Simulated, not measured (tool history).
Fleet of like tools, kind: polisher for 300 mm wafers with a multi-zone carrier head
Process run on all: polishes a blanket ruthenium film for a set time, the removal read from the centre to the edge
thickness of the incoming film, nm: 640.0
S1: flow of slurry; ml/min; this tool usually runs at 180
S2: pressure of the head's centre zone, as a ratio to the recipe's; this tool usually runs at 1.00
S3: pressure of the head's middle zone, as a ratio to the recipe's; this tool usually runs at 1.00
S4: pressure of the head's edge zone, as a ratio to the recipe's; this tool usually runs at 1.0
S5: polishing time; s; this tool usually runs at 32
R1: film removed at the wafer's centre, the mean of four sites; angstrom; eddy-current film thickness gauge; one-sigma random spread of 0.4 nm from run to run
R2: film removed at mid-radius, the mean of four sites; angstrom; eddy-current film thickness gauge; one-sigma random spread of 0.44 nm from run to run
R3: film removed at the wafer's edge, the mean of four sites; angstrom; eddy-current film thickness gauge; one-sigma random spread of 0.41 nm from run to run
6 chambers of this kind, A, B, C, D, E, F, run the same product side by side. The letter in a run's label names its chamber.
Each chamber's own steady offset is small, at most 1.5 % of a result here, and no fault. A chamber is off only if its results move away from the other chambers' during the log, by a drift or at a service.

Run 1D, hour 12.3: usual settings. Result: R1 355.59 angstrom, R2 350.94 angstrom, R3 341.96 angstrom.
At hour 15.3: chamber A: worn pad replaced by a new one.
At hour 19.6: chamber D: worn pad replaced by a new one.
Run 2E, hour 19.7: usual settings. Result: R1 351.18 angstrom, R2 358.19 angstrom, R3 347.72 angstrom.
At hour 21.0: chamber B: worn pad replaced by a new one.
At hour 25.4: chamber F: worn pad replaced by a new one.
At hour 25.4: chamber E: worn pad replaced by a new one.
Run 3C, hour 25.4: usual settings. Result: R1 341.68 angstrom, R2 351.08 angstrom, R3 357.08 angstrom.
Run 4B, hour 37.2: usual settings. Result: R1 349.53 angstrom, R2 350.24 angstrom, R3 347.97 angstrom.
Run 5F, hour 48.3: usual settings but S2 0.94, S3 0.93. Result: R1 325.11 angstrom, R2 331.95 angstrom, R3 352.25 angstrom.
Run 6A, hour 60.3: usual settings but S2 0.94, S3 0.93. Result: R1 324.71 angstrom, R2 334.22 angstrom, R3 351.59 angstrom.
At hour 65.7: chamber B: centre zone pressure recalibrated.
Run 7F, hour 67.1: usual settings but S2 0.94, S3 0.93. Result: R1 328.51 angstrom, R2 329.80 angstrom, R3 342.48 angstrom.
Run 8A, hour 75.0: usual settings but S2 0.94, S3 0.93. Result: R1 326.26 angstrom, R2 322.80 angstrom, R3 347.09 angstrom.
At hour 77.1: chamber E: slurry nozzle cleaned.
Run 9C, hour 80.5: usual settings but S2 0.94, S3 0.93. Result: R1 329.56 angstrom, R2 313.74 angstrom, R3 356.85 angstrom.
At hour 85.1: chamber C: worn pad replaced by a new one.
Run 10D, hour 91.4: usual settings but S2 0.94, S3 0.93. Result: R1 321.83 angstrom, R2 323.30 angstrom, R3 352.72 angstrom.
At hour 93.8: chamber A: worn pad replaced by a new one.
At hour 97.1: chamber B: edge zone pressure recalibrated.
Run 11B, hour 97.2: usual settings. Result: R1 336.68 angstrom, R2 345.80 angstrom, R3 349.99 angstrom.
At hour 100.2: chamber C: centre zone pressure recalibrated.
Run 12E, hour 106.7: usual settings. Result: R1 352.67 angstrom, R2 343.43 angstrom, R3 347.77 angstrom.
At hour 108.3: chamber D: edge zone pressure recalibrated.
Run 13E, hour 118.4: usual settings. Result: R1 352.40 angstrom, R2 355.92 angstrom, R3 351.75 angstrom.
Run 14A, hour 126.3: usual settings. Result: R1 343.45 angstrom, R2 349.70 angstrom, R3 350.62 angstrom.
At hour 134.2: chamber F: worn pad replaced by a new one.
Run 15C, hour 138.6: usual settings. Result: R1 348.47 angstrom, R2 352.35 angstrom, R3 349.09 angstrom.
Run 16F, hour 144.0: usual settings. Result: R1 349.87 angstrom, R2 349.76 angstrom, R3 346.25 angstrom.
At hour 151.1: chamber E: worn pad replaced by a new one.
Run 17D, hour 156.0: usual settings. Result: R1 351.56 angstrom, R2 346.56 angstrom, R3 348.32 angstrom.
At hour 159.3: chamber A: worn pad replaced by a new one.
Run 18B, hour 163.2: usual settings. Result: R1 335.35 angstrom, R2 340.37 angstrom, R3 341.42 angstrom.
At hour 163.5: chamber E: edge zone pressure recalibrated.
Run 19F, hour 172.6: usual settings. Result: R1 344.71 angstrom, R2 341.04 angstrom, R3 347.26 angstrom.
At hour 177.0: chamber D: worn pad replaced by a new one.
Run 20D, hour 178.2: usual settings. Result: R1 354.05 angstrom, R2 352.00 angstrom, R3 357.30 angstrom.
At hour 179.9: chamber B: worn pad replaced by a new one.
Run 21A, hour 186.6: usual settings. Result: R1 344.85 angstrom, R2 342.54 angstrom, R3 349.53 angstrom.
At hour 193.7: chamber C: slurry nozzle cleaned.
At hour 194.1: chamber C: edge zone pressure recalibrated.
Run 22B, hour 197.1: usual settings. Result: R1 328.44 angstrom, R2 344.31 angstrom, R3 341.15 angstrom.
Run 23C, hour 206.0: usual settings. Result: R1 342.23 angstrom, R2 339.89 angstrom, R3 350.88 angstrom.
Run 24E, hour 214.7: usual settings. Result: R1 353.03 angstrom, R2 344.50 angstrom, R3 346.87 angstrom.
Run 25D, hour 222.0: usual settings but S5 38 s. Result: R1 418.35 angstrom, R2 411.17 angstrom, R3 414.14 angstrom.
Run 26B, hour 227.7: usual settings but S5 38 s. Result: R1 389.49 angstrom, R2 400.54 angstrom, R3 394.73 angstrom.
At hour 227.9: chamber F: worn pad replaced by a new one.
Run 27E, hour 235.6: usual settings but S5 38 s. Result: R1 417.72 angstrom, R2 404.03 angstrom, R3 407.66 angstrom.
Run 28A, hour 242.4: usual settings but S5 38 s. Result: R1 410.36 angstrom, R2 419.33 angstrom, R3 419.76 angstrom.
At hour 244.1: chamber A: worn pad replaced by a new one.
At hour 247.7: chamber C: worn pad replaced by a new one.
At hour 251.2: chamber A: slurry nozzle cleaned.
Run 29C, hour 251.9: usual settings but S5 38 s. Result: R1 408.73 angstrom, R2 411.34 angstrom, R3 412.44 angstrom.
At hour 257.9: chamber E: worn pad replaced by a new one.
Run 30F, hour 263.5: usual settings but S5 38 s. Result: R1 420.04 angstrom, R2 413.10 angstrom, R3 403.26 angstrom.
Run 31B, hour 275.4: usual settings but S5 40 s. Result: R1 409.98 angstrom, R2 414.46 angstrom, R3 419.85 angstrom.
At hour 278.5: chamber A: edge zone pressure recalibrated.
Run 32C, hour 285.7: usual settings but S5 40 s. Result: R1 424.23 angstrom, R2 424.50 angstrom, R3 443.92 angstrom.
Run 33D, hour 292.1: usual settings but S5 40 s. Result: R1 442.99 angstrom, R2 441.76 angstrom, R3 429.55 angstrom.
At hour 295.1: chamber F: slurry nozzle cleaned.
Run 34F, hour 300.5: usual settings but S5 40 s. Result: R1 430.29 angstrom, R2 428.74 angstrom, R3 420.56 angstrom.
Run 35A, hour 306.1: usual settings but S5 40 s. Result: R1 422.88 angstrom, R2 447.16 angstrom, R3 431.12 angstrom.
At hour 314.1: chamber A: worn pad replaced by a new one.
Run 36E, hour 318.2: usual settings but S5 40 s. Result: R1 436.45 angstrom, R2 429.86 angstrom, R3 437.01 angstrom.
Run 37D, hour 324.7: usual settings. Result: R1 349.92 angstrom, R2 358.76 angstrom, R3 345.12 angstrom.
At hour 327.4: chamber B: worn pad replaced by a new one.
Run 38C, hour 336.7: usual settings. Result: R1 343.15 angstrom, R2 347.72 angstrom, R3 346.09 angstrom.
Run 39F, hour 342.4: usual settings. Result: R1 342.82 angstrom, R2 342.93 angstrom, R3 342.24 angstrom.
At hour 344.0: chamber E: slurry nozzle cleaned.
Run 40B, hour 348.3: usual settings but S1 125 ml/min, S5 27 s. Result: R1 235.08 angstrom, R2 240.93 angstrom, R3 250.59 angstrom.
Run 41A, hour 354.3: usual settings but S1 125 ml/min, S5 27 s. Result: R1 274.77 angstrom, R2 273.82 angstrom, R3 280.25 angstrom.
Run 42E, hour 364.4: usual settings but S1 125 ml/min, S5 27 s. Result: R1 271.57 angstrom, R2 272.48 angstrom, R3 276.71 angstrom.
Run 43A, hour 374.7: usual settings but S1 125 ml/min, S5 27 s. Result: R1 271.08 angstrom, R2 274.50 angstrom, R3 278.07 angstrom.

Each of the 6 chambers runs these same settings next. Fill in every chamber's results:
Run 44A, hour 383.7: usual settings but S4 0.9. Result: R1 ?, R2 ?, R3 ?.
Run 44B, hour 383.7: usual settings but S4 0.9. Result: R1 ?, R2 ?, R3 ?.
Run 44C, hour 383.7: usual settings but S4 0.9. Result: R1 ?, R2 ?, R3 ?.
Run 44D, hour 383.7: usual settings but S4 0.9. Result: R1 ?, R2 ?, R3 ?.
Run 44E, hour 383.7: usual settings but S4 0.9. Result: R1 ?, R2 ?, R3 ?.
Run 44F, hour 383.7: usual settings but S4 0.9. Result: R1 ?, R2 ?, R3 ?.

run      R1      R2      R3
44A  344.36  347.87  325.63
44B  306.96  315.93  308.68
44C  350.68  344.63  332.77
44D  347.93  345.89  332.80
44E  355.33  347.63  333.84
44F  345.18  340.93  318.40
